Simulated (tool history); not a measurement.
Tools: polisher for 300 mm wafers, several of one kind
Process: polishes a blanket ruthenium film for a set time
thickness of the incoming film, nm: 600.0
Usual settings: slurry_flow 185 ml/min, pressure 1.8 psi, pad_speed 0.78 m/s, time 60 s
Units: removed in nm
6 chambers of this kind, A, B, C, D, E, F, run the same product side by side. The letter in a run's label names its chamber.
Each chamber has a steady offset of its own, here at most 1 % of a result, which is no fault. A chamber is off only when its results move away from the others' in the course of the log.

| run | day | slurry_flow | pressure | pad_speed | time | wafers polished on this pad | hours since the slurry nozzle was cleaned | hours since the head pressure was calibrated | removed |
|---|---|---|---|---|---|---|---|---|---|
| 1D | 0.500 | 185 | 1.8 | 0.78 | 60 | 198 | 117.6 | 437.4 | 46.110 |
|  | 0.646 | chamber F: worn pad replaced by a new one |
|  | 0.883 | chamber A: worn pad replaced by a new one |
| 2E | 1.012 | 185 | 1.8 | 0.78 | 60 | 523 | 281.8 | 910.4 | 46.392 |
| 3F | 1.404 | 185 | 1.8 | 0.78 | 60 | 173 | 241.5 | 202.5 | 46.233 |
| 4A | 1.767 | 185 | 1.8 | 0.78 | 60 | 201 | 900.3 | 190.4 | 45.599 |
|  | 2.058 | chamber A: slurry nozzle cleaned |
| 5B | 2.267 | 185 | 1.8 | 0.78 | 60 | 873 | 282.9 | 469.9 | 46.058 |
|  | 2.554 | chamber B: slurry nozzle cleaned |
| 6C | 2.838 | 185 | 1.8 | 0.78 | 60 | 1139 | 491.4 | 497.0 | 46.373 |
|  | 2.892 | chamber C: worn pad replaced by a new one |
| 7B | 3.300 | 185 | 1.8 | 0.78 | 60 | 1108 | 18.0 | 494.7 | 46.053 |
|  | 3.500 | chamber D: worn pad replaced by a new one |
| 8C | 3.708 | 150 | 1.8 | 0.78 | 41 | 186 | 512.3 | 517.9 | 30.679 |
|  | 3.833 | chamber B: worn pad replaced by a new one |
|  | 3.892 | chamber A: worn pad replaced by a new one |
| 9F | 4.317 | 150 | 1.8 | 0.78 | 41 | 835 | 311.4 | 272.4 | 30.928 |
|  | 4.488 | chamber D: slurry nozzle cleaned |
| 10D | 4.867 | 150 | 1.8 | 0.78 | 41 | 311 | 9.2 | 542.2 | 30.767 |
|  | 4.971 | chamber D: head pressure recalibrated |
|  | 5.104 | chamber F: worn pad replaced by a new one |
| 11A | 5.417 | 150 | 1.8 | 0.78 | 41 | 346 | 80.6 | 278.0 | 31.069 |
|  | 5.458 | chamber E: head pressure recalibrated |
| 12E | 6.029 | 150 | 1.8 | 0.78 | 41 | 1664 | 402.2 | 13.8 | 30.751 |
| 13A | 6.517 | 150 | 1.8 | 0.78 | 41 | 597 | 107.0 | 304.4 | 31.089 |
| 14F | 6.846 | 185 | 1.8 | 0.78 | 60 | 396 | 372.1 | 333.1 | 46.656 |
|  | 7.200 | chamber D: worn pad replaced by a new one |
| 15C | 7.238 | 185 | 1.8 | 0.78 | 60 | 989 | 597.0 | 602.6 | 45.518 |
| 16B | 7.596 | 135 | 1.8 | 0.78 | 60 | 856 | 121.1 | 597.8 | 43.545 |
|  | 7.667 | chamber A: worn pad replaced by a new one |
| 17D | 7.954 | 135 | 1.8 | 0.78 | 60 | 172 | 83.3 | 71.6 | 44.728 |
|  | 8.158 | chamber C: worn pad replaced by a new one |
| 18E | 8.467 | 135 | 1.8 | 0.78 | 60 | 2219 | 460.7 | 72.3 | 42.947 |
|  | 8.500 | chamber A: head pressure recalibrated |
|  | 8.746 | chamber B: worn pad replaced by a new one |
| 19F | 8.821 | 135 | 1.8 | 0.78 | 60 | 845 | 419.5 | 380.5 | 44.743 |
|  | 8.933 | chamber F: slurry nozzle cleaned |
| 20E | 9.396 | 135 | 1.8 | 0.78 | 60 | 2430 | 483.0 | 94.6 | 42.600 |
|  | 9.546 | chamber F: worn pad replaced by a new one |
| 21D | 9.704 | 135 | 1.8 | 0.78 | 60 | 570 | 125.3 | 113.6 | 44.105 |
| 22B | 10.246 | 185 | 1.8 | 0.78 | 69 | 342 | 184.7 | 661.4 | 53.547 |
|  | 10.308 | chamber D: worn pad replaced by a new one |
| 23C | 10.658 | 185 | 1.8 | 0.78 | 69 | 569 | 679.1 | 684.7 | 53.741 |
| 24A | 11.108 | 185 | 1.8 | 0.78 | 69 | 783 | 217.2 | 62.6 | 52.863 |
|  | 11.429 | chamber A: worn pad replaced by a new one |
| 25D | 11.517 | 185 | 1.8 | 0.78 | 69 | 275 | 168.8 | 157.1 | 53.827 |
|  | 11.954 | chamber C: slurry nozzle cleaned |
| 26A | 12.138 | 185 | 1.8 | 0.78 | 69 | 161 | 241.9 | 87.3 | 54.091 |
| 27C | 12.600 | 185 | 1.8 | 0.78 | 69 | 1011 | 15.6 | 731.3 | 54.274 |
|  | 12.800 | chamber C: worn pad replaced by a new one |
| 28B | 13.112 | 185 | 1.8 | 0.78 | 60 | 994 | 253.5 | 730.2 | 45.939 |
|  | 13.421 | chamber B: worn pad replaced by a new one |
| 29E | 13.475 | 185 | 1.8 | 0.78 | 60 | 3358 | 580.9 | 192.5 | 43.423 |
|  | 14.029 | chamber D: worn pad replaced by a new one |
| 30F | 14.083 | 185 | 1.8 | 0.78 | 60 | 1033 | 123.7 | 506.8 | 46.127 |
|  | 14.338 | chamber F: worn pad replaced by a new one |
|  | 14.388 | chamber A: worn pad replaced by a new one |
| 31C | 14.475 | 185 | 1.8 | 0.78 | 60 | 381 | 60.6 | 776.3 | 45.904 |
| 32E | 14.892 | 185 | 1.8 | 0.78 | 60 | 3680 | 614.9 | 226.5 | 43.306 |
|  | 15.025 | chamber D: slurry nozzle cleaned |
| 33D | 15.342 | 185 | 1.8 | 0.78 | 60 | 299 | 7.7 | 248.9 | 46.424 |
| 34A | 15.921 | 185 | 1.8 | 0.78 | 60 | 349 | 332.7 | 178.1 | 46.584 |
| 35B | 16.258 | 185 | 1.8 | 0.78 | 60 | 645 | 329.0 | 805.7 | 46.996 |
| 36F | 16.604 | 185 | 1.8 | 0.78 | 60 | 516 | 184.2 | 567.3 | 46.853 |
| 37F | 17.208 | 185 | 1.8 | 0.78 | 60 | 653 | 198.7 | 581.8 | 47.577 |

What goes on in this fleet: one chamber off, a drifting gauge, or nothing beyond the chambers' own small offsets? Name the chamber and the cause, if any.

Chamber E drifts away from the others.
Cause: removal rate lost through wear of the pad, % = 8.06.
The log may not tell that from: slurry flow missing at the pad, %.

Here are 4 candidates for chamber E's next run, each the usual settings with a change, their results left as question marks. Which one brings its results back in line with what the others give on the usual settings?
In line means no further than this from the other chambers' mean on the usual settings: removed 1.800 nm
| 38E-1 | 17.658 | 180 | 1.8 | 0.78 | 51 |  |  |  | ? |
| 38E-2 | 17.658 | 185 | 1.8 | 0.72 | 60 |  |  |  | ? |
| 38E-3 | 17.658 | 185 | 1.8 | 0.78 | 65 |  |  |  | ? |
| 38E-4 | 17.658 | 185 | 1.9 | 0.82 | 63 |  |  |  | ? |

The other chambers' mean on the usual settings: removed 46.681 nm
| run | removed |
|---|---|
| 38E-1 | 36.109 |
| 38E-2 | 39.365 |
| 38E-3 | 46.213 |
| 38E-4 | 49.688 |
38E-3 brings the chamber back in line.

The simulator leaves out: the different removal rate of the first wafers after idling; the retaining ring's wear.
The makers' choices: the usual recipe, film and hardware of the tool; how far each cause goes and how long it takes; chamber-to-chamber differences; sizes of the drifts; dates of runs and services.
